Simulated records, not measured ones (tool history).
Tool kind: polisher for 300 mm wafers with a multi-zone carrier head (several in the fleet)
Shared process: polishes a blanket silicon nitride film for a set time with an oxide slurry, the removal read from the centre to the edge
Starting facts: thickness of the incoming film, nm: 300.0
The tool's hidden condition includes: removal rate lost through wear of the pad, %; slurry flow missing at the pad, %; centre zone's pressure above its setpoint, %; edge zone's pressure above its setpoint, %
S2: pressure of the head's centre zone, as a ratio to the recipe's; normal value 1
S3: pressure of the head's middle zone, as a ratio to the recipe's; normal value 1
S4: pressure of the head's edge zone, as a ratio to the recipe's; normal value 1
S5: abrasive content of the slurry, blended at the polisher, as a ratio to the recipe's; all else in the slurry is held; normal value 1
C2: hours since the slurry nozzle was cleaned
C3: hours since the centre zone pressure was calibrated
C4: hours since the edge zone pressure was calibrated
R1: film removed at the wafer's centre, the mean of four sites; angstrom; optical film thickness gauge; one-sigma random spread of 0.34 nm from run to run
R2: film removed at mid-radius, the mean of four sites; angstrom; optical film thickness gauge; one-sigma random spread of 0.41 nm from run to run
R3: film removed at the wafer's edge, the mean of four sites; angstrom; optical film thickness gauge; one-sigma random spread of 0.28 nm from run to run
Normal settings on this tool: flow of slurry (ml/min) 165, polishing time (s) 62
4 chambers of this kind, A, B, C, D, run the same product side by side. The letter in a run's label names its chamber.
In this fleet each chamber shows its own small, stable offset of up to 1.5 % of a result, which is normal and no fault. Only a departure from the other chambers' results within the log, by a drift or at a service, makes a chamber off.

-- day=0.033 chamber D: worn pad replaced by a new one
run 1B day=0.492 | flow_of_slurry_(ml/min)=165 S2=1 S3=1 S4=1 S5=1 polishing_time_(s)=62 | wafers_polished_on_this_pad=381 C2=340.2 C3=328.8 C4=21.9 | R1=382.69 R2=386.56 R3=382.15
-- day=0.596 chamber C: centre zone pressure recalibrated
run 2D day=1.058 | flow_of_slurry_(ml/min)=165 S2=1 S3=1 S4=1 S5=1 polishing_time_(s)=62 | wafers_polished_on_this_pad=236 C2=78.3 C3=672.1 C4=1150.5 | R1=385.07 R2=390.77 R3=384.85
run 3A day=1.496 | flow_of_slurry_(ml/min)=165 S2=1 S3=1 S4=1 S5=1 polishing_time_(s)=62 | wafers_polished_on_this_pad=525 C2=121.5 C3=583.7 C4=201.8 | R1=380.49 R2=388.81 R3=381.33
run 4C day=1.8 | flow_of_slurry_(ml/min)=165 S2=1 S3=1 S4=1 S5=1 polishing_time_(s)=62 | wafers_polished_on_this_pad=728 C2=182.3 C3=28.9 C4=55.7 | R1=384.99 R2=380.99 R3=385.72
-- day=1.979 chamber D: edge zone pressure recalibrated
-- day=2.296 chamber B: worn pad replaced by a new one
run 5D day=2.396 | flow_of_slurry_(ml/min)=165 S2=1 S3=1 S4=1 S5=1 polishing_time_(s)=62 | wafers_polished_on_this_pad=545 C2=110.4 C3=704.2 C4=10.1 | R1=378.95 R2=388.21 R3=390.64
-- day=2.429 chamber D: centre zone pressure recalibrated
run 6B day=2.829 | flow_of_slurry_(ml/min)=220 S2=1 S3=1 S4=1 S5=0.9 polishing_time_(s)=62 | wafers_polished_on_this_pad=123 C2=396.3 C3=384.9 C4=78 | R1=380.23 R2=383.33 R3=368.04
-- day=2.871 chamber A: worn pad replaced by a new one
run 7A day=3.246 | flow_of_slurry_(ml/min)=220 S2=1 S3=1 S4=1 S5=0.9 polishing_time_(s)=62 | wafers_polished_on_this_pad=86 C2=163.5 C3=625.7 C4=243.8 | R1=376.39 R2=380.74 R3=377.63
run 8C day=3.808 | flow_of_slurry_(ml/min)=220 S2=1 S3=1 S4=1 S5=0.9 polishing_time_(s)=62 | wafers_polished_on_this_pad=1191 C2=230.5 C3=77.1 C4=103.9 | R1=384.05 R2=387.2 R3=375.01
-- day=4.075 chamber D: worn pad replaced by a new one
run 9B day=4.388 | flow_of_slurry_(ml/min)=220 S2=1 S3=1 S4=1 S5=0.9 polishing_time_(s)=62 | wafers_polished_on_this_pad=482 C2=433.7 C3=422.3 C4=115.4 | R1=381.09 R2=376.48 R3=378.7
-- day=4.625 chamber C: worn pad replaced by a new one
run 10A day=4.8 | flow_of_slurry_(ml/min)=165 S2=1 S3=1 S4=1 S5=1 polishing_time_(s)=62 | wafers_polished_on_this_pad=445 C2=200.8 C3=663 C4=281.1 | R1=382.53 R2=377.44 R3=379.86
run 11D day=5.358 | flow_of_slurry_(ml/min)=165 S2=1 S3=0.94 S4=1 S5=1 polishing_time_(s)=62 | wafers_polished_on_this_pad=296 C2=181.5 C3=70.4 C4=81.2 | R1=382.6 R2=364.48 R3=388.56
-- day=5.4 chamber A: edge zone pressure recalibrated
run 12C day=5.65 | flow_of_slurry_(ml/min)=165 S2=1 S3=0.94 S4=1 S5=1 polishing_time_(s)=62 | wafers_polished_on_this_pad=236 C2=274.7 C3=121.3 C4=148.1 | R1=386.08 R2=366.58 R3=386.19
run 13B day=6.2 | flow_of_slurry_(ml/min)=165 S2=1 S3=0.94 S4=1 S5=1 polishing_time_(s)=62 | wafers_polished_on_this_pad=900 C2=477.2 C3=465.8 C4=158.9 | R1=391.28 R2=361.89 R3=383.13
-- day=6.404 chamber B: worn pad replaced by a new one
run 14C day=6.508 | flow_of_slurry_(ml/min)=165 S2=1 S3=0.94 S4=1 S5=1 polishing_time_(s)=62 | wafers_polished_on_this_pad=434 C2=295.3 C3=141.9 C4=168.7 | R1=382.29 R2=366.58 R3=386.35
-- day=6.612 chamber A: worn pad replaced by a new one
run 15D day=6.883 | flow_of_slurry_(ml/min)=165 S2=1 S3=1 S4=1 S5=1 polishing_time_(s)=62 | wafers_polished_on_this_pad=647 C2=218.1 C3=107 C4=117.8 | R1=384.64 R2=384.89 R3=387.1
run 16A day=7.483 | flow_of_slurry_(ml/min)=165 S2=1 S3=1 S4=1 S5=1 polishing_time_(s)=62 | wafers_polished_on_this_pad=201 C2=265.2 C3=727.4 C4=50 | R1=388.03 R2=387.9 R3=377.35
run 17D day=7.825 | flow_of_slurry_(ml/min)=165 S2=1 S3=1 S4=1 S5=1 polishing_time_(s)=62 | wafers_polished_on_this_pad=864 C2=240.7 C3=129.6 C4=140.4 | R1=377.7 R2=380.43 R3=382.38
-- day=7.946 chamber D: worn pad replaced by a new one
run 18C day=8.354 | flow_of_slurry_(ml/min)=165 S2=1 S3=1 S4=1 S5=1 polishing_time_(s)=62 | wafers_polished_on_this_pad=860 C2=339.6 C3=186.2 C4=213 | R1=384.85 R2=387.31 R3=386.26
-- day=8.433 chamber D: slurry nozzle cleaned
run 19B day=8.775 | flow_of_slurry_(ml/min)=165 S2=1 S3=1 S4=1 S5=1 polishing_time_(s)=62 | wafers_polished_on_this_pad=546 C2=539 C3=527.6 C4=220.7 | R1=382.87 R2=386.93 R3=381.57
run 20A day=9.117 | flow_of_slurry_(ml/min)=165 S2=1 S3=1 S4=1 S5=1 polishing_time_(s)=62 | wafers_polished_on_this_pad=577 C2=304.4 C3=766.6 C4=89.2 | R1=379.28 R2=387.07 R3=384.68
run 21B day=9.725 | flow_of_slurry_(ml/min)=165 S2=1 S3=1 S4=1 S5=1 polishing_time_(s)=62 | wafers_polished_on_this_pad=765 C2=561.8 C3=550.4 C4=243.5 | R1=387.65 R2=381.13 R3=380.97
-- day=9.779 chamber B: worn pad replaced by a new one
-- day=9.95 chamber A: worn pad replaced by a new one
run 22D day=10.104 | flow_of_slurry_(ml/min)=165 S2=1 S3=1 S4=1 S5=1 polishing_time_(s)=62 | wafers_polished_on_this_pad=498 C2=40.1 C3=184.3 C4=195.1 | R1=384.71 R2=385.39 R3=383.43
-- day=10.121 chamber C: worn pad replaced by a new one
run 23A day=10.667 | flow_of_slurry_(ml/min)=165 S2=1 S3=1 S4=1 S5=1 polishing_time_(s)=62 | wafers_polished_on_this_pad=166 C2=341.6 C3=803.8 C4=126.4 | R1=384.45 R2=381.22 R3=385.05
run 24C day=11.1 | flow_of_slurry_(ml/min)=165 S2=1 S3=1 S4=1 S5=1 polishing_time_(s)=62 | wafers_polished_on_this_pad=226 C2=405.5 C3=252.1 C4=278.9 | R1=386.59 R2=386.16 R3=386.92
run 25C day=11.571 | flow_of_slurry_(ml/min)=165 S2=1.09 S3=1 S4=1 S5=1 polishing_time_(s)=82 | wafers_polished_on_this_pad=334 C2=416.8 C3=263.4 C4=290.2 | R1=553.38 R2=516.45 R3=510.44
run 26B day=11.871 | flow_of_slurry_(ml/min)=165 S2=1.09 S3=1 S4=1 S5=1 polishing_time_(s)=82 | wafers_polished_on_this_pad=482 C2=613.3 C3=601.9 C4=295 | R1=549 R2=501.85 R3=500.87
-- day=12.029 chamber D: worn pad replaced by a new one
run 27A day=12.296 | flow_of_slurry_(ml/min)=165 S2=1.09 S3=1 S4=1 S5=1 polishing_time_(s)=82 | wafers_polished_on_this_pad=541 C2=380.7 C3=842.9 C4=165.5 | R1=553.15 R2=495.06 R3=504.37
run 28D day=12.754 | flow_of_slurry_(ml/min)=165 S2=1.09 S3=1 S4=1 S5=1 polishing_time_(s)=82 | wafers_polished_on_this_pad=168 C2=103.7 C3=247.9 C4=258.7 | R1=563.58 R2=508.94 R3=508.27
-- day=13.004 chamber B: worn pad replaced by a new one
run 29A day=13.071 | flow_of_slurry_(ml/min)=165 S2=1 S3=1 S4=1 S5=1 polishing_time_(s)=62 | wafers_polished_on_this_pad=720 C2=399.3 C3=861.5 C4=184.1 | R1=378.03 R2=385.94 R3=382.78
run 30C day=13.604 | flow_of_slurry_(ml/min)=165 S2=1 S3=1 S4=1 S5=1 polishing_time_(s)=62 | wafers_polished_on_this_pad=803 C2=465.6 C3=312.2 C4=339 | R1=379.23 R2=385.34 R3=383.62
-- day=13.775 chamber A: worn pad replaced by a new one
run 31B day=14.129 | flow_of_slurry_(ml/min)=165 S2=1 S3=1 S4=1 S5=1 polishing_time_(s)=62 | wafers_polished_on_this_pad=259 C2=667.5 C3=656.1 C4=349.2 | R1=384.02 R2=382.89 R3=378.06
run 32D day=14.446 | flow_of_slurry_(ml/min)=165 S2=1 S3=1.09 S4=1 S5=1 polishing_time_(s)=62 | wafers_polished_on_this_pad=558 C2=144.3 C3=288.5 C4=299.3 | R1=382.78 R2=423.67 R3=392.7
run 33B day=14.796 | flow_of_slurry_(ml/min)=165 S2=1 S3=1.09 S4=1 S5=1 polishing_time_(s)=62 | wafers_polished_on_this_pad=413 C2=683.5 C3=672.1 C4=365.2 | R1=382.43 R2=415.49 R3=382.12
-- day=14.908 chamber A: centre zone pressure recalibrated
-- day=15.154 chamber D: worn pad replaced by a new one
run 34D day=15.25 | flow_of_slurry_(ml/min)=165 S2=1 S3=1.09 S4=1 S5=1 polishing_time_(s)=62 | wafers_polished_on_this_pad=22 C2=163.6 C3=307.8 C4=318.6 | R1=388.52 R2=421.88 R3=387.03
run 35C day=15.733 | flow_of_slurry_(ml/min)=165 S2=1 S3=1.09 S4=1 S5=1 polishing_time_(s)=62 | wafers_polished_on_this_pad=1294 C2=516.7 C3=363.3 C4=390.1 | R1=382.85 R2=417.12 R3=386.36
run 36A day=16.254 | flow_of_slurry_(ml/min)=165 S2=1 S3=1 S4=1 S5=1 polishing_time_(s)=62 | wafers_polished_on_this_pad=571 C2=475.7 C3=32.4 C4=260.5 | R1=378.86 R2=390.45 R3=385.4
-- day=16.633 chamber B: slurry nozzle cleaned
run 37A day=16.754 | flow_of_slurry_(ml/min)=165 S2=1 S3=1 S4=1 S5=1 polishing_time_(s)=62 | wafers_polished_on_this_pad=686 C2=487.7 C3=44.4 C4=272.5 | R1=375.5 R2=382.37 R3=379.51
-- day=16.983 chamber C: worn pad replaced by a new one
-- day=17.079 chamber B: worn pad replaced by a new one
run 38D day=17.233 | flow_of_slurry_(ml/min)=165 S2=1 S3=1 S4=1 S5=1 polishing_time_(s)=62 | wafers_polished_on_this_pad=479 C2=211.2 C3=355.4 C4=366.2 | R1=386.4 R2=391.21 R3=389.31
run 39C day=17.704 | flow_of_slurry_(ml/min)=165 S2=1 S3=1 S4=1 S5=1 polishing_time_(s)=62 | wafers_polished_on_this_pad=166 C2=564 C3=410.6 C4=437.4 | R1=381.69 R2=385.88 R3=377.15
run 40B day=18.25 | flow_of_slurry_(ml/min)=165 S2=1 S3=1 S4=1 S5=1 polishing_time_(s)=62 | wafers_polished_on_this_pad=270 C2=38.8 C3=755 C4=448.1 | R1=384.82 R2=379.03 R3=380.28

The same settings go to every chamber for the next run, one line per chamber below. Forecast the results for each:
run 41A day=18.696 | flow_of_slurry_(ml/min)=165 S2=1 S3=1 S4=1 S5=1 polishing_time_(s)=62 | R1=? R2=? R3=?
run 41B day=18.696 | flow_of_slurry_(ml/min)=165 S2=1 S3=1 S4=1 S5=1 polishing_time_(s)=62 | R1=? R2=? R3=?
run 41C day=18.696 | flow_of_slurry_(ml/min)=165 S2=1 S3=1 S4=1 S5=1 polishing_time_(s)=62 | R1=? R2=? R3=?
run 41D day=18.696 | flow_of_slurry_(ml/min)=165 S2=1 S3=1 S4=1 S5=1 polishing_time_(s)=62 | R1=? R2=? R3=?

run=41A R1=387.14 R2=377.48 R3=382.25
run=41B R1=383.56 R2=382.6 R3=381.13
run=41C R1=381.08 R2=390.81 R3=389.59
run=41D R1=391.18 R2=382.41 R3=386.25
